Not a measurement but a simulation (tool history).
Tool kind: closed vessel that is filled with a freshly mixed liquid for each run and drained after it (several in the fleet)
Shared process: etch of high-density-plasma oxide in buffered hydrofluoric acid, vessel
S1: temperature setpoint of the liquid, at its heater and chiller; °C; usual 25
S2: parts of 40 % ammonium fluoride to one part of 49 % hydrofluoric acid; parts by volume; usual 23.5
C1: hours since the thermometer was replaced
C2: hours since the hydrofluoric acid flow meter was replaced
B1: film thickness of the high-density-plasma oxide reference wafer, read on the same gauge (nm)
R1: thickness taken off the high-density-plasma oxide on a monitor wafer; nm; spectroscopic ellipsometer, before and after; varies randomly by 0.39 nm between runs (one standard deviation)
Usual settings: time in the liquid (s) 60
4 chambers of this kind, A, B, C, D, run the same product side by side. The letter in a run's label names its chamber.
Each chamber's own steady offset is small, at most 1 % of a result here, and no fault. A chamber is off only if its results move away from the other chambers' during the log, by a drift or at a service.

{"run": "1B", "hour": 8.0, "S1": 25, "S2": 23.5, "time in the liquid (s)": 60, "C1": 1236.9, "C2": 272.8, "B1": 99.994, "R1": 42.156}
{"run": "2C", "hour": 18.2, "S1": 25, "S2": 23.5, "time in the liquid (s)": 60, "C1": 634.9, "C2": 673.1, "B1": 100.01, "R1": 41.922}
{"run": "3D", "hour": 29.6, "S1": 25, "S2": 23.5, "time in the liquid (s)": 60, "C1": 399.5, "C2": 418.1, "B1": 99.995, "R1": 41.599}
{"run": "4A", "hour": 41.5, "S1": 25, "S2": 23.5, "time in the liquid (s)": 60, "C1": 437.9, "C2": 1384.2, "B1": 99.999, "R1": 41.803}
{"run": "5D", "hour": 48.3, "S1": 25, "S2": 30, "time in the liquid (s)": 30, "C1": 418.2, "C2": 436.8, "B1": 99.997, "R1": 18.045}
{"run": "6A", "hour": 59.5, "S1": 25, "S2": 30, "time in the liquid (s)": 30, "C1": 455.9, "C2": 1402.2, "B1": 100, "R1": 17.886}
{"run": "7C", "hour": 70.0, "S1": 25, "S2": 30, "time in the liquid (s)": 30, "C1": 686.7, "C2": 724.9, "B1": 99.988, "R1": 17.914}
{"run": "8B", "hour": 78.6, "S1": 25, "S2": 30, "time in the liquid (s)": 30, "C1": 1307.5, "C2": 343.4, "B1": 99.923, "R1": 17.985}
{"run": "9A", "hour": 85.2, "S1": 25, "S2": 23.5, "time in the liquid (s)": 60, "C1": 481.6, "C2": 1427.9, "B1": 100.03, "R1": 42.075}
{"run": "10C", "hour": 92.0, "S1": 25, "S2": 23.5, "time in the liquid (s)": 60, "C1": 708.7, "C2": 746.9, "B1": 99.969, "R1": 42.841}
{"run": "11D", "hour": 98.3, "S1": 25, "S2": 23.5, "time in the liquid (s)": 60, "C1": 468.2, "C2": 486.8, "B1": 100.02, "R1": 42.675}
{"run": "12B", "hour": 106.2, "S1": 25, "S2": 23.5, "time in the liquid (s)": 60, "C1": 1335.1, "C2": 371, "B1": 100, "R1": 42.107}
{"run": "13D", "hour": 115.8, "S1": 25, "S2": 23.5, "time in the liquid (s)": 60, "C1": 485.7, "C2": 504.3, "B1": 100.03, "R1": 42.341}
{"run": "14C", "hour": 127.2, "S1": 25, "S2": 23.5, "time in the liquid (s)": 60, "C1": 743.9, "C2": 782.1, "B1": 99.969, "R1": 43.446}
{"run": "15B", "hour": 134.8, "S1": 25, "S2": 23.5, "time in the liquid (s)": 60, "C1": 1363.7, "C2": 399.6, "B1": 100.01, "R1": 43.14}
{"run": "16A", "hour": 144.9, "S1": 25, "S2": 23.5, "time in the liquid (s)": 60, "C1": 541.3, "C2": 1487.6, "B1": 100.02, "R1": 42.79}
{"run": "17A", "hour": 152.6, "S1": 25, "S2": 23.5, "time in the liquid (s)": 60, "C1": 549, "C2": 1495.3, "B1": 99.988, "R1": 41.84}
{"run": "18C", "hour": 164.3, "S1": 25, "S2": 23.5, "time in the liquid (s)": 60, "C1": 781, "C2": 819.2, "B1": 99.996, "R1": 43.022}
{"run": "19B", "hour": 172.9, "S1": 25, "S2": 23.5, "time in the liquid (s)": 60, "C1": 1401.8, "C2": 437.7, "B1": 99.951, "R1": 42.601}
{"run": "20D", "hour": 181.9, "S1": 25, "S2": 23.5, "time in the liquid (s)": 60, "C1": 551.8, "C2": 570.4, "B1": 99.999, "R1": 42.375}
{"run": "21D", "hour": 189.0, "S1": 25, "S2": 23.5, "time in the liquid (s)": 60, "C1": 558.9, "C2": 577.5, "B1": 99.964, "R1": 42.916}
{"run": "22C", "hour": 199.8, "S1": 25, "S2": 23.5, "time in the liquid (s)": 60, "C1": 816.5, "C2": 854.7, "B1": 100, "R1": 43.411}
{"run": "23A", "hour": 208.8, "S1": 25, "S2": 23.5, "time in the liquid (s)": 60, "C1": 605.2, "C2": 1551.5, "B1": 99.988, "R1": 41.738}
{"run": "24B", "hour": 215.8, "S1": 25, "S2": 23.5, "time in the liquid (s)": 90, "C1": 1444.7, "C2": 480.6, "B1": 99.966, "R1": 63.9}
{"run": "25C", "hour": 224.3, "S1": 25, "S2": 23.5, "time in the liquid (s)": 90, "C1": 841, "C2": 879.2, "B1": 100.01, "R1": 65.765}
{"run": "26B", "hour": 232.9, "S1": 25, "S2": 23.5, "time in the liquid (s)": 90, "C1": 1461.8, "C2": 497.7, "B1": 99.965, "R1": 64.07}
{"run": "27A", "hour": 245.1, "S1": 25, "S2": 23.5, "time in the liquid (s)": 90, "C1": 641.5, "C2": 1587.8, "B1": 99.947, "R1": 64.814}
{"run": "28D", "hour": 258.3, "S1": 25, "S2": 23.5, "time in the liquid (s)": 60, "C1": 628.2, "C2": 646.8, "B1": 99.991, "R1": 43.189}

Decide between three cases: one chamber stands off from its peers, the gauge reading all wafers drifts, or nothing is wrong past each chamber's small offset. Where a chamber is off, say which and what most likely put it there.

It is chamber C that slowly wanders off from its peers.
What lies behind it: hydrofluoric acid flow above the setpoint (%) = 7.32.
Not necessarily distinguishable in this log from: liquid hotter than its thermometer reads (K).

Here are 4 candidates for chamber C's next run, each the usual settings with a change, their results left as question marks. Which one brings its results back in line with what the others give on the usual settings?
A result is in line if it is within this distance of the other chambers' mean on the usual settings: R1 1.4 nm
{"run": "29C-1", "hour": 267.7, "S1": 26, "S2": 23.5, "time in the liquid (s)": 60, "R1": "?"}
{"run": "29C-2", "hour": 267.7, "S1": 23, "S2": 23.5, "time in the liquid (s)": 60, "R1": "?"}
{"run": "29C-3", "hour": 267.7, "S1": 25, "S2": 22.5, "time in the liquid (s)": 65, "R1": "?"}
{"run": "29C-4", "hour": 267.7, "S1": 25, "S2": 25, "time in the liquid (s)": 60, "R1": "?"}

The other chambers' mean on the usual settings: R1 42.502 nm
run=29C-1 R1=47.412
run=29C-2 R1=40.201
run=29C-3 R1=50.075
run=29C-4 R1=43.04
29C-4 brings the chamber back in line.
